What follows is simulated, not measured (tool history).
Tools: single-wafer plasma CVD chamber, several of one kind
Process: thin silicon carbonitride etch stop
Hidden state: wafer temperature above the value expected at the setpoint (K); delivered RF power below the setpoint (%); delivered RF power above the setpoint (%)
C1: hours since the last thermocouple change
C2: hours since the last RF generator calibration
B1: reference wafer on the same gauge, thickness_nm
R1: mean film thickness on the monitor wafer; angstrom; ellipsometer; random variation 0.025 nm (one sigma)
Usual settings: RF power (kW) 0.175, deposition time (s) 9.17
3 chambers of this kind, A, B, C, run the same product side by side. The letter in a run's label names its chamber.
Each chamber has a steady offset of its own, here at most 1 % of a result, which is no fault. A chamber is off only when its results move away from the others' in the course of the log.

Run 1B, hour 8.2: usual settings; C1 1822.5; C2 893; B1 4.9908. Result: R1 49.941 angstrom.
Run 2C, hour 18.5: usual settings; C1 1537.7; C2 545.8; B1 4.99. Result: R1 50.437 angstrom.
Run 3A, hour 29.2: usual settings; C1 967.4; C2 1154.7; B1 4.9894. Result: R1 50.167 angstrom.
Run 4C, hour 37.8: usual settings; C1 1557; C2 565.1; B1 4.9888. Result: R1 50.542 angstrom.
Run 5B, hour 43.2: usual settings; C1 1857.5; C2 928; B1 4.987. Result: R1 49.22 angstrom.
Run 6A, hour 53.5: usual settings but RF power (kW) 0.195, deposition time (s) 8.62; C1 991.7; C2 1179; B1 4.9908. Result: R1 48.488 angstrom.
Run 7C, hour 62.8: usual settings but RF power (kW) 0.195, deposition time (s) 8.62; C1 1582; C2 590.1; B1 4.9922. Result: R1 48.82 angstrom.
Run 8B, hour 70.2: usual settings but RF power (kW) 0.195, deposition time (s) 8.62; C1 1884.5; C2 955; B1 4.993. Result: R1 48.603 angstrom.
Run 9A, hour 79.4: usual settings; C1 1017.6; C2 1204.9; B1 4.9866. Result: R1 50.048 angstrom.
Run 10C, hour 88.9: usual settings; C1 1608.1; C2 616.2; B1 4.9847. Result: R1 50.288 angstrom.
Run 11B, hour 94.9: usual settings; C1 1909.2; C2 979.7; B1 4.9863. Result: R1 49.933 angstrom.
Run 12A, hour 101.1: usual settings; C1 1039.3; C2 1226.6; B1 4.9899. Result: R1 49.799 angstrom.
Run 13C, hour 106.3: usual settings but RF power (kW) 0.2; C1 1625.5; C2 633.6; B1 4.9914. Result: R1 52.471 angstrom.
Run 14B, hour 116: usual settings but RF power (kW) 0.2; C1 1930.3; C2 1000.8; B1 4.9852. Result: R1 51.997 angstrom.
Run 15A, hour 122.7: usual settings but RF power (kW) 0.2; C1 1060.9; C2 1248.2; B1 4.984. Result: R1 52.075 angstrom.
Run 16C, hour 132: usual settings; C1 1651.2; C2 659.3; B1 4.9892. Result: R1 50.447 angstrom.
Run 17B, hour 139.6: usual settings; C1 1953.9; C2 1024.4; B1 4.9864. Result: R1 49.538 angstrom.
Run 18A, hour 147.8: usual settings but deposition time (s) 7.65; C1 1086; C2 1273.3; B1 4.9903. Result: R1 41.899 angstrom.
Run 19C, hour 157.2: usual settings but deposition time (s) 7.65; C1 1676.4; C2 684.5; B1 4.9863. Result: R1 42.199 angstrom.
Run 20B, hour 163.1: usual settings but deposition time (s) 7.65; C1 1977.4; C2 1047.9; B1 4.9867. Result: R1 41.234 angstrom.
Run 21A, hour 170.4: usual settings; C1 1108.6; C2 1295.9; B1 4.9942. Result: R1 50.043 angstrom.
Run 22A, hour 177.7: usual settings; C1 1115.9; C2 1303.2; B1 4.9894. Result: R1 49.676 angstrom.
Run 23B, hour 188.7: usual settings; C1 2003; C2 1073.5; B1 4.9926. Result: R1 49.707 angstrom.
Run 24C, hour 195.4: usual settings; C1 1714.6; C2 722.7; B1 4.9905. Result: R1 50.652 angstrom.
Run 25A, hour 206.4: usual settings; C1 1144.6; C2 1331.9; B1 4.9857. Result: R1 49.665 angstrom.
Run 26C, hour 217.6: usual settings; C1 1736.8; C2 744.9; B1 4.9941. Result: R1 50.407 angstrom.
Run 27B, hour 226.8: usual settings; C1 2041.1; C2 1111.6; B1 4.9846. Result: R1 49.823 angstrom.
Run 28B, hour 232.7: usual settings; C1 2047; C2 1117.5; B1 4.9931. Result: R1 49.427 angstrom.
Run 29C, hour 238.5: usual settings but RF power (kW) 0.205, deposition time (s) 8.05; C1 1757.7; C2 765.8; B1 4.9913. Result: R1 46.168 angstrom.
Run 30A, hour 247.6: usual settings but RF power (kW) 0.205, deposition time (s) 8.05; C1 1185.8; C2 1373.1; B1 4.99. Result: R1 46.115 angstrom.
Run 31A, hour 257: usual settings but RF power (kW) 0.205, deposition time (s) 8.05; C1 1195.2; C2 1382.5; B1 4.9861. Result: R1 46.172 angstrom.

What goes on in this fleet: one chamber off, a drifting gauge, or nothing beyond the chambers' own small offsets? Name the chamber and the cause, if any.

No chamber stands off beyond its own small offset, and the gauge holds steady.

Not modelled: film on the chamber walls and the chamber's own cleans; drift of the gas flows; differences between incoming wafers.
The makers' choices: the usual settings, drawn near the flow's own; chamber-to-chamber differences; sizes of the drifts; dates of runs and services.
